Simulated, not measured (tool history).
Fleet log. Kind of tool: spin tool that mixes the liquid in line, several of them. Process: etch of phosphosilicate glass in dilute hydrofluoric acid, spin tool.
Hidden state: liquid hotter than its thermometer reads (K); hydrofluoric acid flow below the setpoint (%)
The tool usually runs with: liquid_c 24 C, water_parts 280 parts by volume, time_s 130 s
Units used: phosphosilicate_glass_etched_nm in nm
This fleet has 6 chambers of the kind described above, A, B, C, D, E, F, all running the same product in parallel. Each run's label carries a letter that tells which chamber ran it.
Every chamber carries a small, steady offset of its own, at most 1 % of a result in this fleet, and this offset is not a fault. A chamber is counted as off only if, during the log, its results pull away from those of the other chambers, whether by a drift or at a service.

run   hour  liquid_c  water_parts  time_s  hours since the thermometer was replaced  hours since the hydrofluoric acid flow meter was replaced  read-back film thickness of the phosphosilicate glass reference wafer, read on the same gauge (nm)  phosphosilicate_glass_etched_nm
 1B    9.9        24          280     130                                     255.4                                                      373.5                                                                                              139.97                           37.829
 2D   16.3        24          280     130                                    1027.1                                                     1315.5                                                                                              139.99                            38.95
 3F   25.3        24          280     130                                    1670.4                                                      197.7                                                                                              139.97                             38.6
 4C   33.1        24          280     130                                       133                                                      232.6                                                                                              139.98                           38.846
 5E   40.9        24          280     130                                    1148.6                                                        260                                                                                              139.99                           39.013
 6A   49.4        24          280     130                                        55                                                      240.1                                                                                                 140                           38.961
 7C   57.5        24          280     130                                     157.4                                                        257                                                                                              139.95                           38.664
 8B   66.1        24          280     130                                     311.6                                                      429.7                                                                                              139.97                           38.811
 9F   74.3        24          280     130                                    1719.4                                                      246.7                                                                                              139.98                           38.025
10E   80.7        24          280     130                                    1188.4                                                      299.8                                                                                              139.98                           38.732
11D   88.3        24          280     130                                    1099.1                                                     1387.5                                                                                              140.01                            38.72
12A   97.2      28.5          190     130                                     102.8                                                      287.9                                                                                              140.03                           73.608
13A    106      28.5          190     130                                     111.6                                                      296.7                                                                                              139.94                           74.357
14B  114.6      28.5          190     130                                     360.1                                                      478.2                                                                                              140.03                           72.549
15F  122.6      28.5          190     130                                    1767.7                                                        295                                                                                                 140                           74.942
     126.1  -- chamber D: hydrofluoric acid flow meter replaced
16C  129.3      28.5          190     130                                     229.2                                                      328.8                                                                                                 140                           73.878
17D  139.1      28.5          190     130                                    1149.9                                                       13.1                                                                                              140.01                           73.932
18E  144.5        24          280     130                                    1252.2                                                      363.6                                                                                              140.01                           39.036
19C  149.6        24          280     130                                     249.5                                                      349.1                                                                                              139.99                           38.182
20D  158.3        24          280     130                                    1169.1                                                       32.3                                                                                              140.01                           38.329
21B    165        24          280     130                                     410.5                                                      528.6                                                                                              140.08                           37.863
22F  175.4        24          280     130                                    1820.5                                                      347.8                                                                                                 140                           38.891
23E  181.2        24          280     130                                    1288.9                                                      400.3                                                                                                 140                           39.065
24A  187.1        24          280     130                                     192.7                                                      377.8                                                                                              139.96                            37.61
25B  193.7        24          280     130                                     439.2                                                      557.3                                                                                              139.99                           38.524
26F    204        24          280     130                                    1849.1                                                      376.4                                                                                              139.99                           38.707
27A  213.7        24          370     130                                     219.3                                                      404.4                                                                                              139.97                           25.898
28C  220.1        24          370     130                                       320                                                      419.6                                                                                              139.99                           26.983
29D  225.2        24          370     130                                      1236                                                       99.2                                                                                              140.02                           26.871
30E  233.4        24          370     130                                    1341.1                                                      452.5                                                                                              140.01                           27.522
31F  240.7        24          370     130                                    1885.8                                                      413.1                                                                                                 140                           26.692
32A  246.7        24          370     130                                     252.3                                                      437.4                                                                                              140.02                           25.535
33E  253.1        24          280     130                                    1360.8                                                      472.2                                                                                              139.99                           39.244
     258.1  -- chamber C: hydrofluoric acid flow meter replaced
34B  258.2      25.5          145     130                                     503.7                                                      621.8                                                                                              140.01                            87.84
35D  268.3      25.5          145     130                                    1279.1                                                      142.3                                                                                              140.03                           90.981
36C  278.2      25.5          145     130                                     378.1                                                       20.2                                                                                              139.98                           90.171
37D    286      25.5          145     130                                    1296.8                                                        160                                                                                              139.99                           92.986
38F  292.5      25.5          145     130                                    1937.6                                                      464.9                                                                                              139.99                           91.478
39E  298.5      25.5          145     130                                    1406.2                                                      517.6                                                                                              139.99                           91.496
40B  307.4        24          280      65                                     552.9                                                        671                                                                                                 140                           19.044
41A  315.5        24          280      65                                     321.1                                                      506.2                                                                                              140.01                           18.381
42C  325.4        24          280      65                                     425.3                                                       67.4                                                                                                 140                           19.319

For the next run the whole fleet of 6 chambers uses the same settings. Give each chamber's results:
43A  332.9        24          280     195                                                                                                                                                                                                                                         ?
43B  332.9        24          280     195                                                                                                                                                                                                                                         ?
43C  332.9        24          280     195                                                                                                                                                                                                                                         ?
43D  332.9        24          280     195                                                                                                                                                                                                                                         ?
43E  332.9        24          280     195                                                                                                                                                                                                                                         ?
43F  332.9        24          280     195                                                                                                                                                                                                                                         ?

run  phosphosilicate_glass_etched_nm
43A                           54.719
43B                           57.482
43C                           56.445
43D                           57.771
43E                           59.236
43F                           56.602
